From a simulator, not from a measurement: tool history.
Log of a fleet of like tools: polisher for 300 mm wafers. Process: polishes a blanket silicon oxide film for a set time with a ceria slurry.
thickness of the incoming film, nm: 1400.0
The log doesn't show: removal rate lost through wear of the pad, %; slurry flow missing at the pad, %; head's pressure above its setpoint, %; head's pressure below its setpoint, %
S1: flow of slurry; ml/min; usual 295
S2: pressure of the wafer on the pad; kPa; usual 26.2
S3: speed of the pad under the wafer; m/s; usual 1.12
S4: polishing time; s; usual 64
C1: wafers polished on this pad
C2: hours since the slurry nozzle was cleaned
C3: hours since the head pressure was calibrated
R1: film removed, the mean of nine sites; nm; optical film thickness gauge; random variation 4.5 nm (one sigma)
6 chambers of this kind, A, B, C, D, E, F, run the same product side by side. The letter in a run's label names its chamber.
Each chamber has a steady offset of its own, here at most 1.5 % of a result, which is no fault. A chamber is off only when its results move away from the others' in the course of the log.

run   hour   S1    S2    S3  S4    C1     C2      C3      R1
       1.1  -- chamber D: worn pad replaced by a new one
 1D    8.7  295  26.2  1.12  64    72     96   277.5  404.79
      14.1  -- chamber A: head pressure recalibrated
 2F   14.3  295  26.2  1.12  64   333   26.8   343.4  399.61
 3B   20.2  295  26.2  1.12  64   492  269.4  1349.9   403.1
 4E   28.1  295  26.2  1.12  64   386  142.5   542.3  398.76
      29.5  -- chamber B: worn pad replaced by a new one
 5C   33.4  295  26.2  1.12  64  1248  342.6   416.1  404.02
      36.8  -- chamber A: worn pad replaced by a new one
 6A   39.7  295  26.2  1.12  64    27  304.4    25.7  407.54
      43.4  -- chamber B: head pressure recalibrated
 7B   46.8  295  21.4  1.12  64   163    296     3.5   318.2
 8E   52.4  295  21.4  1.12  64   616  166.8   566.6   327.4
      56.1  -- chamber C: worn pad replaced by a new one
 9F   61.1  295  21.4  1.12  64   776   73.6   390.2  324.22
      62.1  -- chamber C: slurry nozzle cleaned
10C   67.8  295  21.4  1.12  64   111    5.8   450.5  327.09
11D   76.4  295  21.4  1.12  64   712  163.7   345.2  324.52
      79.6  -- chamber D: worn pad replaced by a new one
12A   83.4  295  21.4  1.12  64   441  348.1    69.4  330.34
      86.4  -- chamber B: worn pad replaced by a new one
13C   88.7  295  26.2  1.12  64   309   26.7   471.4  402.55
14D   97.3  295  26.2  1.12  64   167  184.6   366.1   400.8
      98.8  -- chamber E: worn pad replaced by a new one
15F    104  295  26.2   0.8  54  1181  116.5   433.1   238.4
16A  109.1  295  26.2   0.8  54   684  373.8    95.1  250.55
17B  114.3  295  26.2   0.8  54   264  363.5      71  241.78
18E  120.6  295  26.2   0.8  54   206    235   634.8  237.14
19F  126.4  295  26.2   0.8  54  1393  138.9   455.5  243.31
20C  130.8  295  26.2   0.8  54   707   68.8   513.5  242.81
     137.1  -- chamber F: worn pad replaced by a new one
21A  138.8  295  26.2  1.12  64   965  403.5   124.8  405.96
     144.3  -- chamber E: head pressure recalibrated
22D  145.4  295  26.2  1.12  64   622  232.7   414.2   394.8
23B  153.9  295  26.2  1.12  64   639  403.1   110.6  393.65
     154.5  -- chamber B: worn pad replaced by a new one
24E    158  295  17.9  0.74  64   560  272.4    13.8  194.49
25B  162.2  295  17.9  0.74  64    73  411.4   118.9  179.02
26E  167.7  295  17.9  0.74  64   652  282.1    23.5  190.78
     169.2  -- chamber D: worn pad replaced by a new one
27C  174.2  295  17.9  0.74  64  1117  112.2   556.9  182.97
28D  181.5  295  17.9  0.74  64   116  268.8   450.3  179.49
     185.5  -- chamber A: worn pad replaced by a new one
29F  187.8  295  17.9  0.74  64   480  200.3   516.9   179.9
30A  191.8  295  26.2  1.12  64    60  456.5   177.8  410.23
     199.1  -- chamber E: worn pad replaced by a new one
31B  199.7  295  26.2  1.12  64   428  448.9   156.4  395.97
32D  208.5  295  26.2  1.12  64   372  295.8   477.3  395.75
     209.4  -- chamber C: worn pad replaced by a new one
33C    213  295  26.2  1.12  64    34    151   595.7   404.2
     213.3  -- chamber F: slurry nozzle cleaned
34E    220  295  26.2  1.12  64   198  334.4    75.8  432.22
35A  227.5  295  26.2  1.12  64   397  492.2   213.5  410.01
36F  232.2  295  26.2  1.12  64   900     19   561.3  398.38
37E  238.5  370  26.2   1.5  64   373  352.9    94.3  583.86
38F  244.2  370  26.2   1.5  64  1013     31   573.3  552.31
39D  250.6  370  26.2   1.5  64   770  337.9   519.4  541.03
40A  258.4  370  26.2   1.5  64   690  523.1   244.4  567.54

Next, every chamber runs the same settings. What will each give?
41A  264.8  295  26.2  1.12  45               ?
41B  264.8  295  26.2  1.12  45               ?
41C  264.8  295  26.2  1.12  45               ?
41D  264.8  295  26.2  1.12  45               ?
41E  264.8  295  26.2  1.12  45               ?
41F  264.8  295  26.2  1.12  45               ?

run      R1
41A  287.02
41B  275.05
41C  288.51
41D  286.13
41E  297.42
41F  282.28

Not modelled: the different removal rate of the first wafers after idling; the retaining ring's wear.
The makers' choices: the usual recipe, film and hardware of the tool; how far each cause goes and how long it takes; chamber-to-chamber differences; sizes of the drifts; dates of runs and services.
